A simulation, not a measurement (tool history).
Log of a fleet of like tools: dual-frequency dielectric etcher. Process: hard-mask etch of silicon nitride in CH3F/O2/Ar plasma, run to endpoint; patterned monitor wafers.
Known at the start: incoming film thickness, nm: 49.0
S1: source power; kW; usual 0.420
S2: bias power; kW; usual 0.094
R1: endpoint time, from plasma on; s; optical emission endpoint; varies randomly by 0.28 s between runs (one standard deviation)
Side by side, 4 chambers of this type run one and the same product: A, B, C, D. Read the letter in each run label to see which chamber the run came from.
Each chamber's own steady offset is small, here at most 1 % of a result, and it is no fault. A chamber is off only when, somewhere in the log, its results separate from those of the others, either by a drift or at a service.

{"run": "1D", "hour": 8.6, "S1": 0.42, "S2": 0.094, "R1": 64.011}
{"run": "2A", "hour": 12.9, "S1": 0.42, "S2": 0.094, "R1": 63.157}
{"run": "3C", "hour": 19.5, "S1": 0.42, "S2": 0.094, "R1": 63.731}
{"run": "4B", "hour": 27.5, "S1": 0.42, "S2": 0.094, "R1": 63.417}
{"run": "5C", "hour": 32.2, "S1": 0.42, "S2": 0.094, "R1": 63.333}
{"run": "6B", "hour": 39.7, "S1": 0.42, "S2": 0.094, "R1": 63.052}
{"run": "7A", "hour": 47.6, "S1": 0.42, "S2": 0.094, "R1": 62.871}
{"hour": 53.5, "done": "chamber A: source power generator calibrated"}
{"run": "8D", "hour": 55.7, "S1": 0.42, "S2": 0.094, "R1": 64.011}
{"run": "9B", "hour": 60.2, "S1": 0.42, "S2": 0.094, "R1": 63.037}
{"hour": 69.1, "done": "chamber D: wet clean of the chamber"}
{"run": "10A", "hour": 69.5, "S1": 0.42, "S2": 0.094, "R1": 63.083}
{"hour": 77.7, "done": "chamber B: wet clean of the chamber"}
{"run": "11D", "hour": 78.8, "S1": 0.5, "S2": 0.081, "R1": 63.317}
{"run": "12C", "hour": 86.8, "S1": 0.5, "S2": 0.081, "R1": 61.749}
{"run": "13D", "hour": 95.5, "S1": 0.5, "S2": 0.081, "R1": 63.264}
{"run": "14A", "hour": 104.6, "S1": 0.5, "S2": 0.081, "R1": 61.835}
{"run": "15B", "hour": 111.3, "S1": 0.42, "S2": 0.108, "R1": 60.021}
{"hour": 116.1, "done": "chamber D: bias power generator calibrated"}
{"run": "16C", "hour": 116.3, "S1": 0.42, "S2": 0.108, "R1": 59.546}
{"run": "17D", "hour": 124.5, "S1": 0.42, "S2": 0.108, "R1": 60.745}
{"run": "18B", "hour": 129.0, "S1": 0.42, "S2": 0.108, "R1": 60.346}
{"run": "19A", "hour": 138.6, "S1": 0.42, "S2": 0.094, "R1": 62.547}
{"hour": 141.1, "done": "chamber A: wet clean of the chamber"}
{"run": "20C", "hour": 146.1, "S1": 0.42, "S2": 0.094, "R1": 62.238}
{"run": "21C", "hour": 153.3, "S1": 0.42, "S2": 0.094, "R1": 62.231}
{"run": "22A", "hour": 162.8, "S1": 0.42, "S2": 0.094, "R1": 62.866}
{"run": "23D", "hour": 167.5, "S1": 0.42, "S2": 0.094, "R1": 63.817}
{"run": "24B", "hour": 172.3, "S1": 0.42, "S2": 0.094, "R1": 63.498}
{"run": "25C", "hour": 177.6, "S1": 0.42, "S2": 0.094, "R1": 62.379}
{"run": "26B", "hour": 182.1, "S1": 0.42, "S2": 0.094, "R1": 62.853}
{"run": "27D", "hour": 187.6, "S1": 0.42, "S2": 0.094, "R1": 63.57}
{"run": "28A", "hour": 197.0, "S1": 0.42, "S2": 0.094, "R1": 62.97}
{"run": "29C", "hour": 206.3, "S1": 0.42, "S2": 0.094, "R1": 62.032}
{"run": "30D", "hour": 212.4, "S1": 0.42, "S2": 0.094, "R1": 63.547}
{"run": "31A", "hour": 221.5, "S1": 0.42, "S2": 0.094, "R1": 62.91}
{"run": "32B", "hour": 229.0, "S1": 0.42, "S2": 0.094, "R1": 62.722}
{"run": "33A", "hour": 235.6, "S1": 0.42, "S2": 0.094, "R1": 63.171}
{"run": "34B", "hour": 243.6, "S1": 0.42, "S2": 0.094, "R1": 62.957}
{"run": "35D", "hour": 249.3, "S1": 0.42, "S2": 0.094, "R1": 63.969}
{"run": "36C", "hour": 257.2, "S1": 0.42, "S2": 0.094, "R1": 61.469}
{"run": "37D", "hour": 266.3, "S1": 0.42, "S2": 0.094, "R1": 63.629}
{"run": "38A", "hour": 272.4, "S1": 0.42, "S2": 0.094, "R1": 63.036}
{"run": "39C", "hour": 281.6, "S1": 0.42, "S2": 0.094, "R1": 61.278}

For the next run the whole fleet of 4 chambers uses the same settings. Give each chamber's results:
{"run": "40A", "hour": 288.5, "S1": 0.42, "S2": 0.105, "R1": "?"}
{"run": "40B", "hour": 288.5, "S1": 0.42, "S2": 0.105, "R1": "?"}
{"run": "40C", "hour": 288.5, "S1": 0.42, "S2": 0.105, "R1": "?"}
{"run": "40D", "hour": 288.5, "S1": 0.42, "S2": 0.105, "R1": "?"}

run=40A R1=60.424
run=40B R1=61.001
run=40C R1=58.775
run=40D R1=61.115
